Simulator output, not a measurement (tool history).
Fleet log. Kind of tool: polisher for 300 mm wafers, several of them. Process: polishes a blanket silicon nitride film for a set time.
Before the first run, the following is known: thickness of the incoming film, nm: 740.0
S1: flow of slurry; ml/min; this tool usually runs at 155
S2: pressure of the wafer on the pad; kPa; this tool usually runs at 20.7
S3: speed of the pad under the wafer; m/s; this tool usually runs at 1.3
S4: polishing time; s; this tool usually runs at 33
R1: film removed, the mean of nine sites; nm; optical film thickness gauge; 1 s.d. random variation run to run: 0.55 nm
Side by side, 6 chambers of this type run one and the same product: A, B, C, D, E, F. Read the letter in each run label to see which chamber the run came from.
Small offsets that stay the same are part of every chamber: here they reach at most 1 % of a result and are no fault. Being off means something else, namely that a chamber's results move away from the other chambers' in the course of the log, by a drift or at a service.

| run | hour | S1 | S2 | S3 | S4 | R1 |
|---|---|---|---|---|---|---|
| 1E | 8.5 | 155 | 20.7 | 1.3 | 33 | 53.527 |
|  | 9.5 | chamber D: worn pad replaced by a new one |
|  | 21 | chamber C: head pressure recalibrated |
| 2A | 21 | 155 | 20.7 | 1.3 | 33 | 53.329 |
|  | 26.7 | chamber A: worn pad replaced by a new one |
| 3B | 32.1 | 155 | 20.7 | 1.3 | 33 | 53.677 |
|  | 38.3 | chamber C: worn pad replaced by a new one |
| 4C | 42.2 | 155 | 20.7 | 1.3 | 33 | 52.761 |
|  | 43.9 | chamber B: worn pad replaced by a new one |
| 5F | 49.4 | 155 | 20.7 | 1.3 | 33 | 53.493 |
|  | 56.5 | chamber E: worn pad replaced by a new one |
| 6D | 58.1 | 155 | 20.7 | 1.3 | 33 | 52.858 |
|  | 64.5 | chamber F: worn pad replaced by a new one |
| 7C | 69.9 | 155 | 20.7 | 1.3 | 33 | 53.119 |
| 8D | 81.5 | 155 | 20.7 | 1.3 | 33 | 52.32 |
| 9A | 90.1 | 155 | 20.7 | 1.3 | 33 | 53.507 |
|  | 91.1 | chamber D: worn pad replaced by a new one |
| 10F | 99.9 | 180 | 14.5 | 1.3 | 33 | 37.121 |
|  | 104.6 | chamber D: slurry nozzle cleaned |
| 11B | 106.1 | 180 | 14.5 | 1.3 | 33 | 38.059 |
|  | 108.6 | chamber A: worn pad replaced by a new one |
|  | 110.6 | chamber B: worn pad replaced by a new one |
|  | 113.3 | chamber A: slurry nozzle cleaned |
| 12E | 114.5 | 180 | 14.5 | 1.3 | 33 | 38.302 |
|  | 117 | chamber C: worn pad replaced by a new one |
| 13C | 124.2 | 180 | 14.5 | 1.3 | 33 | 38.126 |
| 14D | 136.7 | 180 | 14.5 | 1.3 | 33 | 38.107 |
|  | 145.2 | chamber E: worn pad replaced by a new one |
| 15B | 145.2 | 180 | 14.5 | 1.3 | 33 | 38.089 |
| 16A | 152.4 | 155 | 20.7 | 1.3 | 33 | 53.149 |
| 17F | 164 | 155 | 20.7 | 1.3 | 33 | 53.55 |
|  | 166.5 | chamber D: worn pad replaced by a new one |
| 18E | 175.8 | 155 | 20.7 | 1.3 | 33 | 52.9 |
|  | 179 | chamber F: worn pad replaced by a new one |
|  | 179.1 | chamber B: worn pad replaced by a new one |
| 19C | 186.7 | 155 | 20.7 | 1.02 | 33 | 43.359 |
|  | 191.6 | chamber A: worn pad replaced by a new one |
| 20A | 194.1 | 155 | 20.7 | 1.02 | 33 | 44.194 |
|  | 194.3 | chamber C: worn pad replaced by a new one |
| 21D | 200.7 | 155 | 20.7 | 1.02 | 33 | 42.731 |
|  | 204.8 | chamber E: slurry nozzle cleaned |
| 22E | 213.5 | 155 | 20.7 | 1.02 | 33 | 43.86 |
| 23F | 220.8 | 155 | 20.7 | 1.02 | 33 | 44.727 |
|  | 227.6 | chamber E: worn pad replaced by a new one |
| 24B | 232.4 | 155 | 20.7 | 1.02 | 33 | 43.813 |
|  | 235.5 | chamber D: worn pad replaced by a new one |
| 25E | 242.7 | 155 | 20.7 | 1.3 | 33 | 54.055 |
|  | 250.2 | chamber B: worn pad replaced by a new one |
| 26A | 250.7 | 110 | 15.2 | 1.3 | 33 | 36.631 |
|  | 257.4 | chamber A: worn pad replaced by a new one |
| 27F | 259.9 | 110 | 15.2 | 1.3 | 33 | 36.438 |
|  | 260.7 | chamber C: worn pad replaced by a new one |
| 28B | 270 | 110 | 15.2 | 1.3 | 33 | 36.789 |
| 29C | 280.4 | 110 | 15.2 | 1.3 | 33 | 35.761 |
| 30D | 290.6 | 110 | 15.2 | 1.3 | 33 | 35.506 |
| 31E | 297.8 | 110 | 15.2 | 1.3 | 33 | 36.142 |
|  | 305.9 | chamber F: worn pad replaced by a new one |
| 32D | 306.4 | 155 | 20.7 | 1.3 | 33 | 52.339 |
|  | 313.2 | chamber B: worn pad replaced by a new one |
| 33B | 313.6 | 155 | 20.7 | 1.3 | 33 | 53.549 |
|  | 319.9 | chamber D: worn pad replaced by a new one |
|  | 322 | chamber A: worn pad replaced by a new one |
| 34C | 325.7 | 185 | 22.8 | 1.3 | 33 | 58.943 |
| 35F | 332.2 | 185 | 22.8 | 1.3 | 33 | 60.031 |
|  | 336.2 | chamber D: slurry nozzle cleaned |
|  | 338.5 | chamber D: head pressure recalibrated |
|  | 343.6 | chamber C: worn pad replaced by a new one |
| 36A | 345.5 | 185 | 22.8 | 1.3 | 33 | 60.852 |
| 37C | 353.9 | 185 | 22.8 | 1.3 | 33 | 60.512 |
| 38D | 361.8 | 185 | 22.8 | 1.3 | 33 | 59.872 |

The same settings go to every chamber for the next run, one line per chamber below. Forecast the results for each:
| 39A | 371.3 | 125 | 20.7 | 1.3 | 33 | ? |
| 39B | 371.3 | 125 | 20.7 | 1.3 | 33 | ? |
| 39C | 371.3 | 125 | 20.7 | 1.3 | 33 | ? |
| 39D | 371.3 | 125 | 20.7 | 1.3 | 33 | ? |
| 39E | 371.3 | 125 | 20.7 | 1.3 | 33 | ? |
| 39F | 371.3 | 125 | 20.7 | 1.3 | 33 | ? |

| run | R1 |
|---|---|
| 39A | 50.626 |
| 39B | 51.061 |
| 39C | 51.1 |
| 39D | 50.669 |
| 39E | 50.931 |
| 39F | 52.119 |
